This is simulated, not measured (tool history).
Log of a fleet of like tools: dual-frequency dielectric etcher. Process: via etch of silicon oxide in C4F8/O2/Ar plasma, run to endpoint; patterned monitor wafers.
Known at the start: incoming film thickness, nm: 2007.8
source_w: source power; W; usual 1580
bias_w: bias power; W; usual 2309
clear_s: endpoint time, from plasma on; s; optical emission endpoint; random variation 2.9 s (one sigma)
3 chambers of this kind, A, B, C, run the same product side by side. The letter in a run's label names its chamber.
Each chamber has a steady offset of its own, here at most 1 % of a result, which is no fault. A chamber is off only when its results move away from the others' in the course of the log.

{"run": "1B", "hour": 7.9, "source_w": 1580, "bias_w": 2309, "clear_s": 417.9}
{"run": "2A", "hour": 17.8, "source_w": 1580, "bias_w": 2309, "clear_s": 410.6}
{"run": "3C", "hour": 29.9, "source_w": 1580, "bias_w": 2309, "clear_s": 418.41}
{"run": "4B", "hour": 40.4, "source_w": 1580, "bias_w": 2309, "clear_s": 420.77}
{"run": "5A", "hour": 53.4, "source_w": 1580, "bias_w": 2309, "clear_s": 415.6}
{"run": "6C", "hour": 61.2, "source_w": 1580, "bias_w": 2309, "clear_s": 419.94}
{"run": "7B", "hour": 67.8, "source_w": 1580, "bias_w": 2309, "clear_s": 415.01}
{"hour": 69.6, "done": "chamber C: wet clean of the chamber"}
{"run": "8C", "hour": 74.3, "source_w": 1580, "bias_w": 2309, "clear_s": 412.08}
{"run": "9A", "hour": 83.7, "source_w": 1580, "bias_w": 2309, "clear_s": 415.03}
{"run": "10C", "hour": 96.3, "source_w": 1720, "bias_w": 2841, "clear_s": 376.84}
{"run": "11B", "hour": 107.0, "source_w": 1720, "bias_w": 2841, "clear_s": 373.99}
{"run": "12A", "hour": 116.1, "source_w": 1720, "bias_w": 2841, "clear_s": 374.4}
{"run": "13B", "hour": 127.5, "source_w": 1580, "bias_w": 2309, "clear_s": 417.85}
{"run": "14A", "hour": 138.0, "source_w": 1580, "bias_w": 2600, "clear_s": 393.68}
{"run": "15C", "hour": 150.6, "source_w": 1580, "bias_w": 2600, "clear_s": 400.86}
{"run": "16A", "hour": 158.4, "source_w": 1580, "bias_w": 2600, "clear_s": 398.24}
{"run": "17B", "hour": 167.2, "source_w": 1580, "bias_w": 2309, "clear_s": 415.99}
{"run": "18C", "hour": 174.5, "source_w": 1580, "bias_w": 2309, "clear_s": 416.04}
{"run": "19C", "hour": 186.6, "source_w": 1580, "bias_w": 2309, "clear_s": 408.67}
{"run": "20A", "hour": 196.7, "source_w": 1580, "bias_w": 2309, "clear_s": 409.72}
{"run": "21B", "hour": 209.7, "source_w": 1810, "bias_w": 1875, "clear_s": 418.47}
{"run": "22A", "hour": 217.9, "source_w": 1810, "bias_w": 1875, "clear_s": 409.66}
{"run": "23B", "hour": 225.4, "source_w": 1810, "bias_w": 1875, "clear_s": 418.13}
{"run": "24C", "hour": 236.4, "source_w": 1580, "bias_w": 2309, "clear_s": 418.88}
{"run": "25B", "hour": 246.4, "source_w": 1580, "bias_w": 2309, "clear_s": 416.44}
{"run": "26C", "hour": 254.1, "source_w": 1820, "bias_w": 2309, "clear_s": 392.24}
{"run": "27A", "hour": 268.0, "source_w": 1820, "bias_w": 2309, "clear_s": 387.28}
{"run": "28B", "hour": 275.6, "source_w": 1820, "bias_w": 2309, "clear_s": 389.86}
{"run": "29A", "hour": 282.9, "source_w": 1580, "bias_w": 2309, "clear_s": 406.14}
{"run": "30C", "hour": 296.1, "source_w": 1580, "bias_w": 2309, "clear_s": 414.65}
{"run": "31B", "hour": 306.0, "source_w": 1960, "bias_w": 2024, "clear_s": 399.95}
{"run": "32A", "hour": 313.0, "source_w": 1960, "bias_w": 2024, "clear_s": 383.37}
{"run": "33C", "hour": 322.8, "source_w": 1960, "bias_w": 2024, "clear_s": 394.1}
{"run": "34A", "hour": 330.0, "source_w": 1580, "bias_w": 2309, "clear_s": 398.13}
{"run": "35C", "hour": 342.5, "source_w": 1580, "bias_w": 2309, "clear_s": 416.71}

Is one chamber off against the others, does the gauge drift, or is nothing wrong? If a chamber is off, say which, and what the likeliest cause is.

Chamber A drifts away from the others.
Cause: etch rate over this chamber's usual, % = 4.11.

Here are 4 candidates for chamber A's next run, each the usual settings with a change, their results left as question marks. Which one brings its results back in line with what the others give on the usual settings?
In line means no further than this from the other chambers' mean on the usual settings: clear_s 10 s
{"run": "36A-1", "hour": 352.7, "source_w": 1290, "bias_w": 2309, "clear_s": "?"}
{"run": "36A-2", "hour": 352.7, "source_w": 1480, "bias_w": 2198, "clear_s": "?"}
{"run": "36A-3", "hour": 352.7, "source_w": 1680, "bias_w": 2420, "clear_s": "?"}
{"run": "36A-4", "hour": 352.7, "source_w": 1790, "bias_w": 2537, "clear_s": "?"}

The other chambers' mean on the usual settings: clear_s 416.13 s
run=36A-1 clear_s=434.57
run=36A-2 clear_s=417.49
run=36A-3 clear_s=385.42
run=36A-4 clear_s=370.41
36A-2 brings the chamber back in line.

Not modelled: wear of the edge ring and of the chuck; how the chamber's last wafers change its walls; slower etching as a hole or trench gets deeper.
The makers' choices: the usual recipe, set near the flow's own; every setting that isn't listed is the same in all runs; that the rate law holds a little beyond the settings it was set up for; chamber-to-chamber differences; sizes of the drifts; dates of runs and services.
